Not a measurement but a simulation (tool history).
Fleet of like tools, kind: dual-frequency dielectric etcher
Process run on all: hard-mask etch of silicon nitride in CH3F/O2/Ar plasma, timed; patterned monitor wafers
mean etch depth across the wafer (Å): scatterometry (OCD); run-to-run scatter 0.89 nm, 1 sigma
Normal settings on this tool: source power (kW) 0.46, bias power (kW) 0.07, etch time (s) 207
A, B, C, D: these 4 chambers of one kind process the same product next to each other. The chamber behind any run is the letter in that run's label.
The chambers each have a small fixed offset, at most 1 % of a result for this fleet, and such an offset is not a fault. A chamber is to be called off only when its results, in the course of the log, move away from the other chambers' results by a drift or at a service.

run	hour	source power (kW)	bias power (kW)	etch time (s)	read-back reference wafer on the same gauge, depth_nm	mean etch depth across the wafer (Å)
1D	7	0.46	0.07	207	135.06	1534.5
# hour 14: chamber D: wet clean of the chamber
2B	14.7	0.46	0.07	207	135.15	1504.9
3A	24	0.46	0.07	207	135.02	1540.3
4C	30.5	0.46	0.07	207	134.9	1524
5C	38.8	0.46	0.07	207	135.18	1511.9
6B	47.8	0.46	0.083	207	134.99	1594.3
7D	57.9	0.46	0.083	207	134.84	1626.1
8A	70.2	0.46	0.083	207	135.18	1631.6
9C	75.8	0.46	0.083	207	134.96	1619.8
10D	88.4	0.46	0.07	207	134.99	1531.9
11B	97	0.46	0.07	207	134.98	1517
12A	103.6	0.46	0.07	207	135.06	1536.4
13A	110.9	0.55	0.07	207	134.92	1633.5
14B	118.2	0.55	0.07	207	134.97	1604.4
15D	127.1	0.55	0.07	207	135.02	1627
16C	137.3	0.55	0.07	207	135.23	1641.9
17A	147.8	0.56	0.07	228.5	135.09	1819.4
18C	157.3	0.56	0.07	228.5	135.13	1813.7
19B	167.1	0.56	0.07	228.5	135.24	1774.6
20D	178	0.56	0.07	228.5	135	1809.1
21D	190.5	0.46	0.07	207	134.96	1537.3
22A	198.8	0.46	0.07	207	134.89	1518.9
23B	210.5	0.46	0.07	207	134.68	1486.9
24C	218.7	0.46	0.07	188.5	134.88	1387.7
25D	227.2	0.46	0.07	188.5	135.01	1375.4
26B	239	0.46	0.07	188.5	135.22	1349.1
27C	251.7	0.46	0.07	188.5	134.94	1400.3
28A	262.5	0.46	0.07	207	134.96	1528.2
29A	272.7	0.46	0.07	207	135.1	1523.6
30D	281	0.46	0.07	207	135.04	1511.5
# hour 283.8: chamber C: wet clean of the chamber
31B	289.6	0.46	0.084	207	134.79	1555.1
32C	299.4	0.46	0.084	207	134.86	1634.4
33B	310.8	0.46	0.084	207	135.05	1563.6
34A	317.9	0.46	0.084	207	135.07	1632.7
35C	328.2	0.46	0.07	207	135	1508.7
36D	340.7	0.46	0.07	207	135.15	1530.1
37A	346.4	0.46	0.07	207	135.23	1508.2

What goes on in this fleet: one chamber off, a drifting gauge, or nothing beyond the chambers' own small offsets? Name the chamber and the cause, if any.

Little by little, chamber B moves away from the other chambers.
Cause: etch rate under this chamber's usual, % = 4.36.

Chamber B could run next with any of the 4 candidate recipes listed below; each alters the usual settings, and their results appear as question marks. Which one brings its results back in line with what the other chambers deliver on the usual settings?
Maximum distance from the other chambers' mean on the usual settings for a result to count as in line: mean etch depth across the wafer (Å) 31
38B-1	355.4	0.45	0.069	197.5		?
38B-2	355.4	0.46	0.07	210.5		?
38B-3	355.4	0.44	0.07	207		?
38B-4	355.4	0.47	0.071	216.5		?

The other chambers' mean on the usual settings: mean etch depth across the wafer (Å) 1523.7
run	mean etch depth across the wafer (Å)
38B-1	1352.9
38B-2	1461.1
38B-3	1412.9
38B-4	1522.4
38B-4 brings the chamber back in line.

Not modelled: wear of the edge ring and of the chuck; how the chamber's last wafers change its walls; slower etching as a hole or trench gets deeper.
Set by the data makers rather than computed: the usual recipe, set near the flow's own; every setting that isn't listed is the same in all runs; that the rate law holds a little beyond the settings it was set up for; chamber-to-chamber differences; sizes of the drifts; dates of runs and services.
